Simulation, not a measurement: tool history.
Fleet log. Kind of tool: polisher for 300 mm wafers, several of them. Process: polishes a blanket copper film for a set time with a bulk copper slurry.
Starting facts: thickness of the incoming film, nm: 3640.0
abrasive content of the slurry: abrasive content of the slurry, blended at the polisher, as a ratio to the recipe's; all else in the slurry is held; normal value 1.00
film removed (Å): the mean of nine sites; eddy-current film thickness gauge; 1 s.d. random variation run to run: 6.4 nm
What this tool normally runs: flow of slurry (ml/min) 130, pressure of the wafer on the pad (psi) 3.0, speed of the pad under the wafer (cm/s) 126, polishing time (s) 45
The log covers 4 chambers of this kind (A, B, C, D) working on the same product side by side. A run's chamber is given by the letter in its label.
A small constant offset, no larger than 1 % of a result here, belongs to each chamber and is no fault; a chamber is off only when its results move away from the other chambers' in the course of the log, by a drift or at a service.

| run | day | flow of slurry (ml/min) | pressure of the wafer on the pad (psi) | speed of the pad under the wafer (cm/s) | abrasive content of the slurry | polishing time (s) | film removed (Å) |
|---|---|---|---|---|---|---|---|
|  | 0.025 | chamber A: slurry blender recalibrated |
| 1A | 0.183 | 130 | 3.0 | 126 | 1.00 | 45 | 6393.5 |
| 2C | 0.379 | 130 | 3.0 | 126 | 1.00 | 45 | 6452.7 |
| 3D | 0.583 | 130 | 3.0 | 126 | 1.00 | 45 | 6412.2 |
| 4B | 0.938 | 130 | 3.0 | 126 | 1.00 | 45 | 6298.2 |
|  | 1.075 | chamber C: slurry blender recalibrated |
|  | 1.158 | chamber B: slurry nozzle cleaned |
| 5A | 1.200 | 130 | 3.6 | 126 | 0.75 | 45 | 7304.6 |
|  | 1.238 | chamber B: worn pad replaced by a new one |
|  | 1.267 | chamber C: worn pad replaced by a new one |
| 6D | 1.554 | 130 | 3.6 | 126 | 0.75 | 45 | 7210.0 |
| 7C | 1.888 | 130 | 3.6 | 126 | 0.75 | 45 | 7340.7 |
| 8B | 2.183 | 130 | 3.6 | 126 | 0.75 | 45 | 7218.8 |
| 9B | 2.504 | 130 | 3.0 | 126 | 1.00 | 45 | 6437.3 |
| 10D | 2.725 | 130 | 3.0 | 126 | 1.00 | 45 | 6354.9 |
|  | 2.925 | chamber D: worn pad replaced by a new one |
|  | 2.938 | chamber A: worn pad replaced by a new one |
| 11A | 3.071 | 130 | 3.0 | 126 | 1.00 | 45 | 6256.3 |
|  | 3.146 | chamber C: worn pad replaced by a new one |
| 12C | 3.362 | 130 | 3.0 | 126 | 1.00 | 45 | 6442.7 |
| 13D | 3.683 | 130 | 3.8 | 126 | 0.85 | 45 | 8029.9 |
| 14B | 3.900 | 130 | 3.8 | 126 | 0.85 | 45 | 7822.2 |
| 15A | 4.221 | 130 | 3.8 | 126 | 0.85 | 45 | 7758.0 |
|  | 4.529 | chamber D: head pressure recalibrated |
| 16C | 4.575 | 130 | 3.8 | 126 | 0.85 | 45 | 7849.4 |
|  | 4.621 | chamber B: worn pad replaced by a new one |
| 17A | 4.904 | 130 | 3.0 | 126 | 1.00 | 45 | 6230.4 |
|  | 4.971 | chamber C: worn pad replaced by a new one |
| 18B | 5.262 | 130 | 3.0 | 126 | 1.00 | 45 | 6441.0 |
|  | 5.458 | chamber D: worn pad replaced by a new one |
| 19D | 5.496 | 130 | 3.0 | 126 | 1.00 | 45 | 6442.7 |
|  | 5.604 | chamber D: slurry blender recalibrated |
| 20C | 5.750 | 130 | 3.0 | 126 | 1.00 | 45 | 6467.4 |
| 21A | 6.083 | 130 | 3.0 | 126 | 1.00 | 45 | 5962.2 |
| 22C | 6.442 | 130 | 3.0 | 126 | 1.00 | 45 | 6431.4 |
| 23B | 6.642 | 130 | 3.0 | 126 | 1.00 | 45 | 6440.8 |
|  | 6.738 | chamber C: worn pad replaced by a new one |
|  | 6.921 | chamber A: head pressure recalibrated |
|  | 6.950 | chamber A: worn pad replaced by a new one |
| 24D | 6.958 | 130 | 3.0 | 126 | 1.00 | 45 | 6422.5 |
|  | 7.279 | chamber B: slurry blender recalibrated |
| 25C | 7.296 | 130 | 3.0 | 126 | 1.00 | 45 | 6398.0 |
| 26D | 7.496 | 130 | 3.0 | 126 | 1.00 | 45 | 6435.5 |
| 27A | 7.771 | 130 | 3.0 | 126 | 1.00 | 45 | 5958.8 |
| 28B | 7.975 | 130 | 3.0 | 126 | 1.00 | 45 | 6406.7 |

One chamber off, gauge drift, or nothing amiss beyond the chambers' own small offsets? If it is a chamber, which one, and what is the likeliest cause?

Chamber A drifts away from the others.
Likeliest cause: slurry flow missing at the pad, % = 31.9.
The log might look much the same if the cause were instead: abrasive missing from the slurry, %.

Which of the 4 candidates below, each the usual settings with something changed and its results left as question marks, puts chamber A back in line with what the other chambers give on the usual settings?
In-line tolerance around the mean of the other chambers on the usual settings: film removed (Å) 220.0
| 29A-1 | 8.267 | 130 | 3.1 | 130 | 1.00 | 46 | ? |
| 29A-2 | 8.267 | 130 | 2.9 | 126 | 1.00 | 43 | ? |
| 29A-3 | 8.267 | 130 | 3.0 | 126 | 1.00 | 44 | ? |
| 29A-4 | 8.267 | 130 | 3.0 | 126 | 1.00 | 46 | ? |

Other chambers, usual settings, mean: film removed (Å) 6401.3
| run | film removed (Å) |
|---|---|
| 29A-1 | 6413.2 |
| 29A-2 | 5432.5 |
| 29A-3 | 5752.4 |
| 29A-4 | 6013.8 |
29A-1 puts the chamber back in line with the other chambers.
